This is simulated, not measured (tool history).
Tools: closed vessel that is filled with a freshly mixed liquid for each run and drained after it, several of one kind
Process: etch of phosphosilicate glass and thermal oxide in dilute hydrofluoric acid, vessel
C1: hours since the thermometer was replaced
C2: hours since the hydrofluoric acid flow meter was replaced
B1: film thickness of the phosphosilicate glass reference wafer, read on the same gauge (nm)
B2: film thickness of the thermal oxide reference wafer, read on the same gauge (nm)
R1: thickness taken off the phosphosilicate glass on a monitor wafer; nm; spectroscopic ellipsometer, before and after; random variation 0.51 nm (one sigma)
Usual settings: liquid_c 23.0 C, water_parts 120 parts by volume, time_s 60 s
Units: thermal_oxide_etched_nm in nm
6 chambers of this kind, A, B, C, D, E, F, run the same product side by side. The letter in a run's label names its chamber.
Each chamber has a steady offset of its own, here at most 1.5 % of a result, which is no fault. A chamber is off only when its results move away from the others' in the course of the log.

run 1C hour=7.2 | liquid_c=23.0 water_parts=120 time_s=60 | C1=1813.1 C2=746.7 | B1=100.020 B2=69.968 | R1=51.758 thermal_oxide_etched_nm=2.1133
-- hour=11.2 chamber A: hydrofluoric acid flow meter replaced
-- hour=16.5 chamber A: thermometer replaced
run 2E hour=18.0 | liquid_c=23.0 water_parts=120 time_s=60 | C1=339.4 C2=677.5 | B1=99.972 B2=69.962 | R1=52.530 thermal_oxide_etched_nm=2.1546
run 3A hour=24.3 | liquid_c=23.0 water_parts=120 time_s=60 | C1=7.8 C2=13.1 | B1=99.982 B2=69.989 | R1=53.119 thermal_oxide_etched_nm=2.1056
run 4B hour=33.5 | liquid_c=23.0 water_parts=120 time_s=60 | C1=1035.7 C2=1202.6 | B1=99.984 B2=70.036 | R1=53.297 thermal_oxide_etched_nm=2.1217
run 5F hour=40.6 | liquid_c=23.0 water_parts=120 time_s=60 | C1=914.1 C2=337.0 | B1=99.964 B2=70.015 | R1=52.423 thermal_oxide_etched_nm=2.1218
run 6D hour=46.8 | liquid_c=23.0 water_parts=120 time_s=60 | C1=118.1 C2=584.4 | B1=99.988 B2=70.012 | R1=52.391 thermal_oxide_etched_nm=2.1161
run 7F hour=57.1 | liquid_c=23.0 water_parts=120 time_s=60 | C1=930.6 C2=353.5 | B1=100.020 B2=69.963 | R1=52.841 thermal_oxide_etched_nm=2.1164
-- hour=62.3 chamber D: hydrofluoric acid flow meter replaced
run 8D hour=64.8 | liquid_c=23.0 water_parts=120 time_s=60 | C1=136.1 C2=2.6 | B1=99.953 B2=69.997 | R1=53.070 thermal_oxide_etched_nm=2.1237
-- hour=69.3 chamber F: thermometer replaced
run 9E hour=76.4 | liquid_c=23.0 water_parts=120 time_s=60 | C1=397.8 C2=735.9 | B1=99.967 B2=70.001 | R1=53.113 thermal_oxide_etched_nm=2.1034
run 10B hour=82.6 | liquid_c=23.0 water_parts=120 time_s=60 | C1=1084.8 C2=1251.7 | B1=100.000 B2=70.076 | R1=52.741 thermal_oxide_etched_nm=2.1838
run 11A hour=91.4 | liquid_c=23.0 water_parts=120 time_s=60 | C1=74.9 C2=80.2 | B1=99.988 B2=70.018 | R1=52.492 thermal_oxide_etched_nm=2.0976
run 12C hour=102.2 | liquid_c=23.0 water_parts=120 time_s=60 | C1=1908.1 C2=841.7 | B1=99.951 B2=70.033 | R1=51.468 thermal_oxide_etched_nm=2.0998
run 13F hour=111.9 | liquid_c=23.0 water_parts=120 time_s=60 | C1=42.6 C2=408.3 | B1=99.984 B2=70.030 | R1=51.981 thermal_oxide_etched_nm=2.0680
run 14E hour=123.6 | liquid_c=23.0 water_parts=120 time_s=60 | C1=445.0 C2=783.1 | B1=99.991 B2=69.990 | R1=52.937 thermal_oxide_etched_nm=2.1162
run 15D hour=132.4 | liquid_c=23.0 water_parts=120 time_s=60 | C1=203.7 C2=70.2 | B1=100.000 B2=70.003 | R1=53.868 thermal_oxide_etched_nm=2.0861
run 16A hour=141.1 | liquid_c=23.0 water_parts=120 time_s=60 | C1=124.6 C2=129.9 | B1=100.020 B2=69.989 | R1=51.697 thermal_oxide_etched_nm=2.0623
run 17C hour=146.5 | liquid_c=23.0 water_parts=120 time_s=60 | C1=1952.4 C2=886.0 | B1=100.080 B2=70.022 | R1=52.298 thermal_oxide_etched_nm=2.1765
run 18B hour=153.9 | liquid_c=23.0 water_parts=120 time_s=60 | C1=1156.1 C2=1323.0 | B1=99.989 B2=69.971 | R1=52.078 thermal_oxide_etched_nm=2.1312
run 19F hour=161.7 | liquid_c=23.0 water_parts=120 time_s=60 | C1=92.4 C2=458.1 | B1=100.010 B2=69.999 | R1=51.478 thermal_oxide_etched_nm=2.1087
run 20E hour=172.6 | liquid_c=23.0 water_parts=120 time_s=60 | C1=494.0 C2=832.1 | B1=100.030 B2=69.953 | R1=52.552 thermal_oxide_etched_nm=2.1508
run 21D hour=183.5 | liquid_c=23.0 water_parts=120 time_s=60 | C1=254.8 C2=121.3 | B1=100.010 B2=70.019 | R1=53.125 thermal_oxide_etched_nm=2.1003
run 22B hour=194.3 | liquid_c=23.0 water_parts=120 time_s=60 | C1=1196.5 C2=1363.4 | B1=99.948 B2=69.993 | R1=53.104 thermal_oxide_etched_nm=2.1196
run 23C hour=199.4 | liquid_c=23.0 water_parts=120 time_s=60 | C1=2005.3 C2=938.9 | B1=100.010 B2=70.010 | R1=52.505 thermal_oxide_etched_nm=2.0958
run 24A hour=209.8 | liquid_c=18.5 water_parts=120 time_s=60 | C1=193.3 C2=198.6 | B1=100.060 B2=70.010 | R1=43.578 thermal_oxide_etched_nm=1.7736
run 25D hour=218.8 | liquid_c=18.5 water_parts=120 time_s=60 | C1=290.1 C2=156.6 | B1=100.050 B2=70.004 | R1=44.163 thermal_oxide_etched_nm=1.7285
run 26C hour=223.9 | liquid_c=18.5 water_parts=120 time_s=60 | C1=2029.8 C2=963.4 | B1=99.972 B2=69.964 | R1=43.005 thermal_oxide_etched_nm=1.7666
run 27F hour=229.6 | liquid_c=18.5 water_parts=120 time_s=60 | C1=160.3 C2=526.0 | B1=100.030 B2=69.964 | R1=43.943 thermal_oxide_etched_nm=1.7287
run 28E hour=237.9 | liquid_c=18.5 water_parts=120 time_s=60 | C1=559.3 C2=897.4 | B1=99.996 B2=69.999 | R1=43.961 thermal_oxide_etched_nm=1.7985
run 29B hour=244.6 | liquid_c=18.5 water_parts=120 time_s=60 | C1=1246.8 C2=1413.7 | B1=100.040 B2=70.027 | R1=42.976 thermal_oxide_etched_nm=1.7907
run 30A hour=252.1 | liquid_c=23.0 water_parts=120 time_s=60 | C1=235.6 C2=240.9 | B1=100.020 B2=69.987 | R1=52.661 thermal_oxide_etched_nm=2.0699
-- hour=259.7 chamber C: thermometer replaced
run 31B hour=260.3 | liquid_c=23.0 water_parts=120 time_s=60 | C1=1262.5 C2=1429.4 | B1=100.020 B2=70.030 | R1=52.112 thermal_oxide_etched_nm=2.1502
run 32C hour=269.9 | liquid_c=23.0 water_parts=120 time_s=60 | C1=10.2 C2=1009.4 | B1=100.000 B2=70.010 | R1=51.883 thermal_oxide_etched_nm=2.0902
run 33A hour=277.7 | liquid_c=23.0 water_parts=120 time_s=60 | C1=261.2 C2=266.5 | B1=100.020 B2=70.070 | R1=52.721 thermal_oxide_etched_nm=2.1081
run 34E hour=286.0 | liquid_c=23.0 water_parts=120 time_s=60 | C1=607.4 C2=945.5 | B1=100.040 B2=70.046 | R1=53.027 thermal_oxide_etched_nm=2.1471
run 35F hour=294.6 | liquid_c=23.0 water_parts=120 time_s=60 | C1=225.3 C2=591.0 | B1=100.020 B2=70.002 | R1=52.280 thermal_oxide_etched_nm=2.1564
run 36D hour=301.5 | liquid_c=23.0 water_parts=120 time_s=60 | C1=372.8 C2=239.3 | B1=100.030 B2=69.984 | R1=53.652 thermal_oxide_etched_nm=2.0856
run 37D hour=307.9 | liquid_c=23.0 water_parts=120 time_s=60 | C1=379.2 C2=245.7 | B1=99.946 B2=69.987 | R1=52.798 thermal_oxide_etched_nm=2.1559
run 38B hour=318.9 | liquid_c=23.0 water_parts=120 time_s=60 | C1=1321.1 C2=1488.0 | B1=100.020 B2=70.036 | R1=52.055 thermal_oxide_etched_nm=2.2514

All 6 chambers run these settings next. Forecast each chamber's results:
run 39A hour=327.3 | liquid_c=23.0 water_parts=120 time_s=60 | R1=? thermal_oxide_etched_nm=?
run 39B hour=327.3 | liquid_c=23.0 water_parts=120 time_s=60 | R1=? thermal_oxide_etched_nm=?
run 39C hour=327.3 | liquid_c=23.0 water_parts=120 time_s=60 | R1=? thermal_oxide_etched_nm=?
run 39D hour=327.3 | liquid_c=23.0 water_parts=120 time_s=60 | R1=? thermal_oxide_etched_nm=?
run 39E hour=327.3 | liquid_c=23.0 water_parts=120 time_s=60 | R1=? thermal_oxide_etched_nm=?
run 39F hour=327.3 | liquid_c=23.0 water_parts=120 time_s=60 | R1=? thermal_oxide_etched_nm=?

run=39A R1=52.321 thermal_oxide_etched_nm=2.1871
run=39B R1=53.116 thermal_oxide_etched_nm=2.0340
run=39C R1=52.237 thermal_oxide_etched_nm=2.1481
run=39D R1=52.457 thermal_oxide_etched_nm=2.1371
run=39E R1=52.486 thermal_oxide_etched_nm=2.1792
run=39F R1=52.734 thermal_oxide_etched_nm=2.1161
